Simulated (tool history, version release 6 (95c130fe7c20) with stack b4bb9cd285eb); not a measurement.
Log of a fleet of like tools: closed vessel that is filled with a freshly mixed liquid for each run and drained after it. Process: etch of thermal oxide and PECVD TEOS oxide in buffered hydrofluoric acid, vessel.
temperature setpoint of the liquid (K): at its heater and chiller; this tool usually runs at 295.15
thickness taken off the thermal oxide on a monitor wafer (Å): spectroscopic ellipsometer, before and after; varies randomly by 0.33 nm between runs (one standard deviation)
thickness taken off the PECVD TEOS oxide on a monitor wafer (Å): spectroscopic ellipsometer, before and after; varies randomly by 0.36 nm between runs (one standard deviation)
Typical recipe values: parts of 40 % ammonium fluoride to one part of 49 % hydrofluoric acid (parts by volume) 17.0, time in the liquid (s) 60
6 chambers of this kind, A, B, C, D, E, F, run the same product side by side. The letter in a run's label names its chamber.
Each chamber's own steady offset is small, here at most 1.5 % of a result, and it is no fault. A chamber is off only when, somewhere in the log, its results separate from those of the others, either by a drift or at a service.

run   hour  temperature setpoint of the liquid (K)  parts of 40 % ammonium fluoride to one part of 49 % hydrofluoric acid (parts by volume)  time in the liquid (s)  read-back film thickness of the thermal oxide reference wafer, read on the same gauge (nm)  read-back film thickness of the PECVD TEOS oxide reference wafer, read on the same gauge (nm)  thickness taken off the thermal oxide on a monitor wafer (Å)  thickness taken off the PECVD TEOS oxide on a monitor wafer (Å)
 1D   10.5                                  295.15                                                                                     17.0                      60                                                                                      79.985                                                                                         150.02                                                        370.32                                                           393.71
 2A   21.4                                  295.15                                                                                     17.0                      60                                                                                      80.017                                                                                         149.98                                                        372.28                                                           392.46
 3E   26.2                                  295.15                                                                                     17.0                      60                                                                                      79.999                                                                                         150.00                                                        358.34                                                           399.32
 4B   33.7                                  295.15                                                                                     17.0                      60                                                                                      79.995                                                                                         150.01                                                        372.61                                                           395.49
 5C   44.7                                  295.15                                                                                     17.0                      60                                                                                      80.007                                                                                         150.07                                                        367.34                                                           397.60
 6F   54.4                                  295.15                                                                                     17.0                      60                                                                                      79.993                                                                                         150.00                                                        360.20                                                           397.63
 7B   61.5                                  295.15                                                                                     17.0                      60                                                                                      79.989                                                                                         150.00                                                        375.77                                                           401.40
 8D   66.5                                  295.15                                                                                     17.0                      60                                                                                      79.988                                                                                         150.02                                                        361.67                                                           397.03
 9A   76.3                                  295.15                                                                                     17.0                      60                                                                                      79.990                                                                                         150.01                                                        371.59                                                           388.92
10C   87.1                                  296.65                                                                                     10.5                      60                                                                                      80.025                                                                                         149.99                                                        649.86                                                           717.38
11E   93.5                                  296.65                                                                                     10.5                      60                                                                                      80.013                                                                                         150.01                                                        637.79                                                           699.93
12F  103.1                                  296.65                                                                                     10.5                      60                                                                                      79.999                                                                                         149.98                                                        646.01                                                           689.72
13A  109.7                                  296.65                                                                                     10.5                      60                                                                                      80.003                                                                                         150.00                                                        639.13                                                           675.79
14B  116.0                                  296.65                                                                                     10.5                      60                                                                                      80.008                                                                                         150.00                                                        648.27                                                           677.71
15F  126.1                                  296.65                                                                                     10.5                      60                                                                                      79.999                                                                                         150.01                                                        646.76                                                           700.85
16D  133.6                                  295.15                                                                                     17.0                      60                                                                                      79.997                                                                                         150.04                                                        373.58                                                           396.62
17C  139.0                                  295.15                                                                                     17.0                      60                                                                                      80.001                                                                                         149.99                                                        369.20                                                           406.32
18E  143.8                                  295.15                                                                                     17.0                      60                                                                                      80.002                                                                                         149.95                                                        372.47                                                           403.88
19F  150.8                                  295.15                                                                                     17.0                      60                                                                                      80.012                                                                                         149.97                                                        364.85                                                           396.38
20E  155.7                                  298.15                                                                                     17.0                      60                                                                                      80.009                                                                                         149.96                                                        426.01                                                           470.42
21B  166.0                                  298.15                                                                                     17.0                      60                                                                                      79.990                                                                                         150.01                                                        438.77                                                           467.55
22C  175.8                                  298.15                                                                                     17.0                      60                                                                                      79.994                                                                                         149.97                                                        432.52                                                           469.06
23A  183.0                                  298.15                                                                                     17.0                      60                                                                                      79.992                                                                                         149.99                                                        437.28                                                           458.45
24D  188.2                                  298.15                                                                                     17.0                      60                                                                                      79.986                                                                                         150.00                                                        434.86                                                           466.51
25B  197.5                                  298.15                                                                                     17.0                      60                                                                                      79.977                                                                                         150.02                                                        437.61                                                           470.99
26C  208.3                                  295.15                                                                                     17.0                      60                                                                                      79.995                                                                                         149.98                                                        373.24                                                           402.92
27E  215.3                                  295.15                                                                                     17.0                      60                                                                                      80.004                                                                                         150.00                                                        367.46                                                           401.80
28F  221.9                                  295.15                                                                                     17.0                      75                                                                                      80.012                                                                                         150.03                                                        456.93                                                           496.95
29D  232.5                                  295.15                                                                                     17.0                      75                                                                                      80.001                                                                                         150.00                                                        464.18                                                           492.89
30A  241.1                                  295.15                                                                                     17.0                      75                                                                                      80.008                                                                                         149.99                                                        457.87                                                           484.65
31F  247.9                                  295.15                                                                                     17.0                      75                                                                                      80.002                                                                                         150.00                                                        457.82                                                           497.15
32C  252.7                                  295.15                                                                                     17.0                      75                                                                                      80.002                                                                                         150.03                                                        468.41                                                           500.19
33B  260.9                                  295.15                                                                                     17.0                      75                                                                                      79.995                                                                                         150.01                                                        459.90                                                           487.75
34D  269.7                                  295.15                                                                                     17.0                      60                                                                                      79.996                                                                                         149.93                                                        374.19                                                           395.09
35A  279.9                                  292.65                                                                                     17.0                      35                                                                                      80.001                                                                                         150.02                                                        184.36                                                           198.76
36E  289.0                                  292.65                                                                                     17.0                      35                                                                                      79.984                                                                                         149.98                                                        188.59                                                           200.97
37B  296.3                                  292.65                                                                                     17.0                      35                                                                                      79.999                                                                                         149.99                                                        185.93                                                           200.75
38E  304.5                                  292.65                                                                                     17.0                      35                                                                                      79.999                                                                                         149.99                                                        186.41                                                           201.68
39F  314.9                                  292.65                                                                                     17.0                      35                                                                                      80.010                                                                                         150.00                                                        189.56                                                           202.55
40C  325.4                                  292.65                                                                                     17.0                      35                                                                                      79.997                                                                                         150.00                                                        188.46                                                           204.64
41A  334.4                                  299.15                                                                                     17.0                      60                                                                                      80.005                                                                                         149.96                                                        464.84                                                           489.14

All chambers now run identical settings, listed one chamber a line with results as question marks. What results will each chamber show?
42A  342.2                                  293.65                                                                                     17.0                      60                                                                                                                                                                                                                                                        ?                                                                ?
42B  342.2                                  293.65                                                                                     17.0                      60                                                                                                                                                                                                                                                        ?                                                                ?
42C  342.2                                  293.65                                                                                     17.0                      60                                                                                                                                                                                                                                                        ?                                                                ?
42D  342.2                                  293.65                                                                                     17.0                      60                                                                                                                                                                                                                                                        ?                                                                ?
42E  342.2                                  293.65                                                                                     17.0                      60                                                                                                                                                                                                                                                        ?                                                                ?
42F  342.2                                  293.65                                                                                     17.0                      60                                                                                                                                                                                                                                                        ?                                                                ?

run  thickness taken off the thermal oxide on a monitor wafer (Å)  thickness taken off the PECVD TEOS oxide on a monitor wafer (Å)
42A                                                        337.30                                                           358.76
42B                                                        339.93                                                           363.17
42C                                                        344.64                                                           371.06
42D                                                        341.96                                                           369.89
42E                                                        333.34                                                           366.69
42F                                                        336.28                                                           365.81
